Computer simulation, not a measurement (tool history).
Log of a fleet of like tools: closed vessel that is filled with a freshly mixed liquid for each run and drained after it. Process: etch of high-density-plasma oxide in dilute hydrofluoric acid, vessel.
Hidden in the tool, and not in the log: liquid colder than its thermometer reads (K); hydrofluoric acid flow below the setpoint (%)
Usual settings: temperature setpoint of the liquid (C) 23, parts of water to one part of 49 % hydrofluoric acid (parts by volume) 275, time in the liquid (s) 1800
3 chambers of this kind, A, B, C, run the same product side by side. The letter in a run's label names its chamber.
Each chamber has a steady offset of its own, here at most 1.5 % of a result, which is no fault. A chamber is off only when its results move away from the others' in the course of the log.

run   hour  temperature setpoint of the liquid (C)  parts of water to one part of 49 % hydrofluoric acid (parts by volume)  time in the liquid (s)  hours since the thermometer was replaced  hours since the hydrofluoric acid flow meter was replaced  read-back film thickness of the high-density-plasma oxide reference wafer, read on the same gauge (nm)  thickness taken off the high-density-plasma oxide on a monitor wafer (Å)
 1B    3.3                                      23                                                                     275                    1800                                    1019.1                                                      507.9                                                                                                   40.01                                                                    280.95
 2C    7.5                                      23                                                                     275                    1800                                      33.5                                                      620.2                                                                                                  40.039                                                                    278.24
 3A   11.8                                      23                                                                     275                    1800                                     536.5                                                      709.3                                                                                                  40.031                                                                    278.98
 4C   19.4                                      23                                                                     275                    1800                                      45.4                                                      632.1                                                                                                  40.028                                                                       278
 5A   23.2                                      23                                                                     375                    1800                                     547.9                                                      720.7                                                                                                  39.982                                                                    187.67
 6B   29.2                                      23                                                                     375                    1800                                      1045                                                      533.8                                                                                                  40.001                                                                    185.71
      34.7  -- chamber B: thermometer replaced
 7C   35.2                                      23                                                                     375                    1800                                      61.2                                                      647.9                                                                                                  39.988                                                                    186.87
 8B   42.3                                      23                                                                     275                    1800                                       7.7                                                      546.9                                                                                                  39.982                                                                       282
 9A   46.6                                      23                                                                     275                    1800                                     571.3                                                      744.1                                                                                                  40.012                                                                    277.15
10B   52.2                                      23                                                                     275                    1800                                      17.6                                                      556.8                                                                                                  40.005                                                                     281.9
11A   56.8                                      23                                                                     275                    1800                                     581.5                                                      754.3                                                                                                  39.973                                                                    278.18
12C   63.2                                      23                                                                     275                    1800                                      89.2                                                      675.9                                                                                                  40.012                                                                    277.18
13C   69.4                                      23                                                                     275                    2680                                      95.4                                                      682.1                                                                                                  39.998                                                                    412.48
14A   72.8                                      23                                                                     275                    2680                                     597.5                                                      770.3                                                                                                  40.036                                                                    412.88
15B   79.2                                      23                                                                     275                    2680                                      44.6                                                      583.8                                                                                                  40.015                                                                    419.73
16A   85.9                                      23                                                                     275                    1800                                     610.6                                                      783.4                                                                                                   40.02                                                                     277.6
17C   92.5                                      23                                                                     275                    1800                                     118.5                                                      705.2                                                                                                  40.006                                                                    277.66
18B   96.2                                      23                                                                     275                    1800                                      61.6                                                      600.8                                                                                                  39.973                                                                    283.33
19C  102.9                                      23                                                                     275                    1800                                     128.9                                                      715.6                                                                                                  39.986                                                                    277.46
20A  109.1                                      23                                                                     275                    1800                                     633.8                                                      806.6                                                                                                  39.983                                                                    273.32
21B  115.3                                      23                                                                     275                    1800                                      80.7                                                      619.9                                                                                                  40.009                                                                    281.04
22C  121.2                                      23                                                                     275                    1800                                     147.2                                                      733.9                                                                                                  39.974                                                                    277.41
23B  126.3                                      21                                                                     365                    1800                                      91.7                                                      630.9                                                                                                  40.012                                                                    181.72
24A  131.7                                      21                                                                     365                    1800                                     656.4                                                      829.2                                                                                                  40.001                                                                    175.43
25B  138.3                                      21                                                                     365                    1800                                     103.7                                                      642.9                                                                                                  40.013                                                                    181.32
26C  141.9                                      23                                                                     275                    1800                                     167.9                                                      754.6                                                                                                  39.974                                                                    278.12
27A  146.2                                      23                                                                     275                    1800                                     670.9                                                      843.7                                                                                                  40.031                                                                    268.95
28C  153.6                                      23                                                                     275                    1800                                     179.6                                                      766.3                                                                                                  40.045                                                                     277.3
29B  160.1                                      23                                                                     275                    1800                                     125.5                                                      664.7                                                                                                  39.965                                                                     282.3
30A  167.5                                      23                                                                     275                    1800                                     692.2                                                        865                                                                                                  39.993                                                                    267.28

What goes on in this fleet: one chamber off, a drifting gauge, or nothing beyond the chambers' own small offsets? Name the chamber and the cause, if any.

Chamber A drifts away from the others.
Cause: liquid colder than its thermometer reads (K) = 1.15.
The log may not tell that from: hydrofluoric acid flow below the setpoint (%).

Here are 4 candidates for chamber A's next run, each the usual settings with a change, their results left as question marks. Which one brings its results back in line with what the others give on the usual settings?
In line means no further than this from the other chambers' mean on the usual settings: thickness taken off the high-density-plasma oxide on a monitor wafer (Å) 4
31A-1   173                                      23                                                                     275                    1760                                                                                                                                                                                                                                                                                      ?
31A-2   173                                    23.5                                                                     275                    1800                                                                                                                                                                                                                                                                                      ?
31A-3   173                                      23                                                                     275                    1880                                                                                                                                                                                                                                                                                      ?
31A-4   173                                      23                                                                     275                    1710                                                                                                                                                                                                                                                                                      ?

The other chambers' mean on the usual settings: thickness taken off the high-density-plasma oxide on a monitor wafer (Å) 279.78
  run  thickness taken off the high-density-plasma oxide on a monitor wafer (Å)
31A-1                                                                    260.38
31A-2                                                                    271.15
31A-3                                                                    278.13
31A-4                                                                    252.98
31A-3 brings the chamber back in line.

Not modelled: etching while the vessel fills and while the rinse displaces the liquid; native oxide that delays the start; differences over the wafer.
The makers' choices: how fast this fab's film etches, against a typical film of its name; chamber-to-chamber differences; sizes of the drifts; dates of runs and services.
